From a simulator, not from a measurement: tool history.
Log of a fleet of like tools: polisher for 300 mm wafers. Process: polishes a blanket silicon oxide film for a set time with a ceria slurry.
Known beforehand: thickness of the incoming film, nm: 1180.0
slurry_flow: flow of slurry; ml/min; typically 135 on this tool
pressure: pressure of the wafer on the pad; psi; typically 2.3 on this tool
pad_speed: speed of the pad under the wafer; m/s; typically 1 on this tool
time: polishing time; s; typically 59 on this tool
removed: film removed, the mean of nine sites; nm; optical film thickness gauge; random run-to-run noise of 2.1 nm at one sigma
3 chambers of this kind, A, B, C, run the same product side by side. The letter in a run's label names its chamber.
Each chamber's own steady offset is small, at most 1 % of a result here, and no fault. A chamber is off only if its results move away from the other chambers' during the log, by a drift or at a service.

run 1B hour=5.1 | slurry_flow=135 pressure=2.3 pad_speed=1 time=59 | removed=161.54
run 2C hour=10.9 | slurry_flow=135 pressure=2.3 pad_speed=1 time=59 | removed=157.83
-- hour=15.5 chamber A: worn pad replaced by a new one
run 3A hour=16.6 | slurry_flow=135 pressure=2.3 pad_speed=1 time=59 | removed=152.84
run 4C hour=20.2 | slurry_flow=135 pressure=2.3 pad_speed=1 time=59 | removed=159.45
-- hour=23.5 chamber C: slurry nozzle cleaned
run 5A hour=25.1 | slurry_flow=135 pressure=2.3 pad_speed=1 time=59 | removed=158.07
run 6B hour=31.7 | slurry_flow=135 pressure=2.3 pad_speed=1 time=59 | removed=158.96
run 7B hour=35.6 | slurry_flow=175 pressure=1.7 pad_speed=1 time=59 | removed=125.16
run 8C hour=39.6 | slurry_flow=175 pressure=1.7 pad_speed=1 time=59 | removed=118.31
run 9A hour=44.7 | slurry_flow=175 pressure=1.7 pad_speed=1 time=59 | removed=118.85
run 10A hour=51.1 | slurry_flow=135 pressure=2.8 pad_speed=1 time=59 | removed=190.91
run 11C hour=54.7 | slurry_flow=135 pressure=2.8 pad_speed=1 time=59 | removed=186.74
-- hour=55.2 chamber C: worn pad replaced by a new one
run 12B hour=58.6 | slurry_flow=135 pressure=2.8 pad_speed=1 time=59 | removed=190.89
run 13B hour=65.1 | slurry_flow=135 pressure=2.3 pad_speed=1 time=59 | removed=161.69
run 14C hour=71.3 | slurry_flow=135 pressure=2.3 pad_speed=1 time=59 | removed=150.93
run 15A hour=78.3 | slurry_flow=135 pressure=2.3 pad_speed=1 time=59 | removed=156.48
-- hour=83.5 chamber A: worn pad replaced by a new one
run 16A hour=84.1 | slurry_flow=135 pressure=2.3 pad_speed=1 time=59 | removed=157.27
run 17C hour=89.6 | slurry_flow=135 pressure=2.3 pad_speed=1 time=59 | removed=151.23
run 18B hour=95.6 | slurry_flow=135 pressure=2.3 pad_speed=1 time=59 | removed=161.14
run 19A hour=99.6 | slurry_flow=135 pressure=2.3 pad_speed=1 time=59 | removed=154.92
run 20B hour=104.4 | slurry_flow=135 pressure=2.3 pad_speed=1 time=59 | removed=156.99
run 21C hour=111.3 | slurry_flow=135 pressure=2.3 pad_speed=1 time=59 | removed=150.33
run 22B hour=115.8 | slurry_flow=135 pressure=2.3 pad_speed=1 time=59 | removed=159.56
run 23A hour=119.4 | slurry_flow=135 pressure=2.3 pad_speed=1 time=59 | removed=155.89
run 24C hour=124.5 | slurry_flow=135 pressure=2.3 pad_speed=1 time=59 | removed=143.52
run 25B hour=128.9 | slurry_flow=135 pressure=2.3 pad_speed=1 time=59 | removed=156.19
run 26A hour=135.0 | slurry_flow=135 pressure=2.3 pad_speed=1 time=59 | removed=154.14
run 27C hour=140.8 | slurry_flow=120 pressure=3.0 pad_speed=1 time=59 | removed=188.42
run 28C hour=146.8 | slurry_flow=120 pressure=3.0 pad_speed=1 time=59 | removed=184.22
run 29A hour=151.3 | slurry_flow=120 pressure=3.0 pad_speed=1 time=59 | removed=198.99

Next, every chamber runs the same settings. What will each give?
run 30A hour=156.7 | slurry_flow=100 pressure=2.3 pad_speed=1 time=59 | removed=?
run 30B hour=156.7 | slurry_flow=100 pressure=2.3 pad_speed=1 time=59 | removed=?
run 30C hour=156.7 | slurry_flow=100 pressure=2.3 pad_speed=1 time=59 | removed=?

run=30A removed=148.06
run=30B removed=147.50
run=30C removed=136.10
